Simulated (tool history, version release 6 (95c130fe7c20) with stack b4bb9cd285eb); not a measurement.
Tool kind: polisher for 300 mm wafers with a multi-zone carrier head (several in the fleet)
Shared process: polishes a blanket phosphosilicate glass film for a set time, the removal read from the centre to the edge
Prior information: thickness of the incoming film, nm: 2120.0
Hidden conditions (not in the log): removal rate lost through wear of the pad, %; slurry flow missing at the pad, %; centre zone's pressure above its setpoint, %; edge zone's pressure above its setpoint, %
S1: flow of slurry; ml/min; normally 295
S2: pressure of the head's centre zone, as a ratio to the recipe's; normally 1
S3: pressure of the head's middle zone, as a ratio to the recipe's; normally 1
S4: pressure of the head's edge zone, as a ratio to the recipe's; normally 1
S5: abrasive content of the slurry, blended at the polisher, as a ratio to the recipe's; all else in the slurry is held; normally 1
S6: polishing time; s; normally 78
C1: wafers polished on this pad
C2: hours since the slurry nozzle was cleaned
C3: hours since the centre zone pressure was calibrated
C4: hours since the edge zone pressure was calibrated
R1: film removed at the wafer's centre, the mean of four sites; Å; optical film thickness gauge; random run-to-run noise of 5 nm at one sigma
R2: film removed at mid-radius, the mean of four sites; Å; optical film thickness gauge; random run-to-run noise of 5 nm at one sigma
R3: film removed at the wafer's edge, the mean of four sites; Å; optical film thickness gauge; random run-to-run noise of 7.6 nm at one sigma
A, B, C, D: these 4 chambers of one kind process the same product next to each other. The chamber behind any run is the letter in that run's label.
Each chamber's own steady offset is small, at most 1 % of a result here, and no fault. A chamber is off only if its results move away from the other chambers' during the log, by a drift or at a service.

| run | hour | S1 | S2 | S3 | S4 | S5 | S6 | C1 | C2 | C3 | C4 | R1 | R2 | R3 |
|---|---|---|---|---|---|---|---|---|---|---|---|---|---|---|
| 1C | 15.9 | 295 | 1 | 1 | 1 | 1 | 78 | 291 | 586.6 | 159.7 | 777.5 | 5755 | 5970.1 | 5890.5 |
| 2B | 23.4 | 295 | 1 | 1 | 1 | 1 | 78 | 640 | 258.6 | 368.4 | 204.8 | 5912.6 | 5917 | 5941.4 |
|  | 23.6 | chamber B: centre zone pressure recalibrated |
| 3D | 39.9 | 295 | 1 | 1 | 1 | 1 | 78 | 942 | 118 | 157.2 | 492.8 | 5825.4 | 5912 | 5999.8 |
|  | 45.9 | chamber C: slurry nozzle cleaned |
| 4A | 52.7 | 295 | 1 | 1 | 1 | 1 | 78 | 356 | 223.9 | 1001.6 | 1073.5 | 5981.5 | 5891.6 | 5882.1 |
| 5B | 67.5 | 295 | 1 | 1 | 1 | 1 | 78 | 889 | 302.7 | 44 | 248.9 | 5934.1 | 5967.4 | 5792.4 |
| 6D | 77.3 | 295 | 1 | 1 | 1 | 1 | 78 | 1152 | 155.4 | 194.6 | 530.2 | 5832.4 | 5805.7 | 5807.1 |
|  | 87.1 | chamber A: slurry nozzle cleaned |
| 7C | 90.4 | 295 | 1 | 1 | 1 | 1 | 78 | 710 | 44.6 | 234.2 | 852 | 5801.8 | 5941.5 | 5776.7 |
| 8A | 106.3 | 295 | 1 | 1 | 1 | 1.1 | 78 | 658 | 19.3 | 1055.2 | 1127.1 | 6291.7 | 6137.3 | 6268.3 |
| 9A | 120.7 | 295 | 1 | 1 | 1 | 1.1 | 78 | 739 | 33.7 | 1069.6 | 1141.5 | 6204.8 | 6113.8 | 6246.6 |
|  | 126.2 | chamber B: worn pad replaced by a new one |
| 10C | 129.1 | 295 | 1 | 1 | 1 | 1.1 | 78 | 928 | 83.3 | 272.9 | 890.7 | 6065.2 | 6133.5 | 6073.3 |
|  | 132.7 | chamber A: centre zone pressure recalibrated |
| 11D | 139.1 | 295 | 1 | 1 | 1 | 1.1 | 78 | 1500 | 217.2 | 256.4 | 592 | 6140.1 | 6158.4 | 6180.1 |
| 12B | 151.8 | 295 | 1 | 1.11 | 1 | 1 | 78 | 144 | 387 | 128.3 | 333.2 | 6003 | 6442.2 | 5799.8 |
| 13B | 166.3 | 295 | 1 | 1.11 | 1 | 1 | 78 | 226 | 401.5 | 142.8 | 347.7 | 6044.4 | 6464.3 | 5937.3 |
|  | 170.1 | chamber D: slurry nozzle cleaned |
| 14A | 173.4 | 295 | 1 | 1.11 | 1 | 1 | 78 | 1035 | 86.4 | 40.7 | 1194.2 | 5917.1 | 6482.6 | 5791.8 |
|  | 178 | chamber C: edge zone pressure recalibrated |
|  | 182.5 | chamber C: worn pad replaced by a new one |
| 15C | 185.7 | 295 | 1 | 1.11 | 1 | 1 | 78 | 18 | 139.9 | 329.5 | 7.7 | 5943.1 | 6501.9 | 5821.6 |
| 16D | 199.2 | 295 | 1 | 1 | 1 | 1 | 78 | 1839 | 29.1 | 316.5 | 652.1 | 5793.8 | 5765.6 | 5765.1 |
| 17B | 209.8 | 295 | 1 | 1 | 0.96 | 1.3 | 78 | 471 | 445 | 186.3 | 391.2 | 6659.8 | 6704.6 | 6374.3 |
| 18C | 217.6 | 295 | 1 | 1 | 0.96 | 1.3 | 78 | 197 | 171.8 | 361.4 | 39.6 | 6614 | 6625.8 | 6485.7 |
|  | 220.9 | chamber C: centre zone pressure recalibrated |
| 19D | 230.5 | 295 | 1 | 1 | 0.96 | 1.3 | 78 | 2015 | 60.4 | 347.8 | 683.4 | 6422.3 | 6419.1 | 6268.8 |
|  | 242.5 | chamber A: worn pad replaced by a new one |
| 20A | 242.9 | 295 | 1 | 1 | 0.96 | 1.3 | 78 | 2 | 155.9 | 110.2 | 1263.7 | 6706.9 | 6550.2 | 6398.3 |
| 21B | 253 | 340 | 1 | 1 | 1 | 1 | 78 | 714 | 488.2 | 229.5 | 434.4 | 6105.6 | 6104.2 | 6079.4 |
| 22D | 265.5 | 340 | 1 | 1 | 1 | 1 | 78 | 2212 | 95.4 | 382.8 | 718.4 | 5749 | 5742.2 | 5736.7 |
| 23A | 278.1 | 340 | 1 | 1 | 1 | 1 | 78 | 200 | 191.1 | 145.4 | 1298.9 | 6031.4 | 5954.3 | 5917.5 |
|  | 284.6 | chamber A: edge zone pressure recalibrated |
| 24C | 292.3 | 340 | 1 | 1 | 1 | 1 | 78 | 618 | 246.5 | 71.4 | 114.3 | 5989.5 | 5978.2 | 5907.5 |
| 25A | 302.1 | 295 | 1 | 1 | 1 | 1 | 78 | 335 | 215.1 | 169.4 | 17.6 | 5886 | 5838.6 | 5903.2 |
|  | 306.4 | chamber D: centre zone pressure recalibrated |
| 26C | 314.6 | 345 | 1 | 0.93 | 1 | 1 | 78 | 743 | 268.8 | 93.7 | 136.6 | 6028 | 5651.8 | 5999.4 |
| 27B | 326.9 | 345 | 1 | 0.93 | 1 | 1 | 78 | 1130 | 562.1 | 303.4 | 508.3 | 6111.9 | 5682.4 | 5978.2 |
| 28D | 340.1 | 345 | 1 | 0.93 | 1 | 1 | 78 | 2632 | 170 | 33.7 | 793 | 5655.2 | 5361 | 5757 |
| 29C | 348.9 | 345 | 1 | 0.93 | 1 | 1 | 78 | 936 | 303.1 | 128 | 170.9 | 6008.2 | 5592.5 | 6038.4 |
|  | 361.5 | chamber B: worn pad replaced by a new one |
| 30D | 363.7 | 295 | 1 | 1 | 1 | 1 | 78 | 2765 | 193.6 | 57.3 | 816.6 | 5585.7 | 5689.4 | 5535.2 |
| 31B | 379.6 | 295 | 1 | 1 | 1 | 1 | 78 | 102 | 614.8 | 356.1 | 561 | 6029.7 | 6006.8 | 5853.1 |
| 32A | 392.6 | 295 | 1 | 1 | 1 | 1 | 78 | 845 | 305.6 | 259.9 | 108.1 | 5933.8 | 5882.2 | 5870.8 |

What goes on in this fleet: one chamber off, a drifting gauge, or nothing beyond the chambers' own small offsets? Name the chamber and the cause, if any.

It is chamber D that slowly wanders off from its peers.
What lies behind it: removal rate lost through wear of the pad, % = 6.2.

Here are 4 candidates for chamber D's next run, each the usual settings with a change, their results left as question marks. Which one brings its results back in line with what the others give on the usual settings?
Counts as in line when no further than this from what the other chambers average on the usual settings: R1 180 Å; R2 180 Å; R3 270 Å
| 33D-1 | 404.5 | 295 | 1 | 1 | 1 | 1 | 73 |  |  |  |  | ? | ? | ? |
| 33D-2 | 404.5 | 300 | 1.01 | 1 | 1 | 1.05 | 86 |  |  |  |  | ? | ? | ? |
| 33D-3 | 404.5 | 290 | 0.99 | 1 | 1 | 0.95 | 71 |  |  |  |  | ? | ? | ? |
| 33D-4 | 404.5 | 295 | 1 | 1 | 1 | 1 | 83 |  |  |  |  | ? | ? | ? |

The other chambers' mean on the usual settings: R1 5937.1 Å; R2 5908.1 Å; R3 5901.5 Å
| run | R1 | R2 | R3 |
|---|---|---|---|
| 33D-1 | 5170.3 | 5175.1 | 5178.2 |
| 33D-2 | 6307 | 6242 | 6243.6 |
| 33D-3 | 4847 | 4907.2 | 4911.8 |
| 33D-4 | 5878.6 | 5884 | 5887.5 |
With 33D-4, the chamber falls back in line with the rest.

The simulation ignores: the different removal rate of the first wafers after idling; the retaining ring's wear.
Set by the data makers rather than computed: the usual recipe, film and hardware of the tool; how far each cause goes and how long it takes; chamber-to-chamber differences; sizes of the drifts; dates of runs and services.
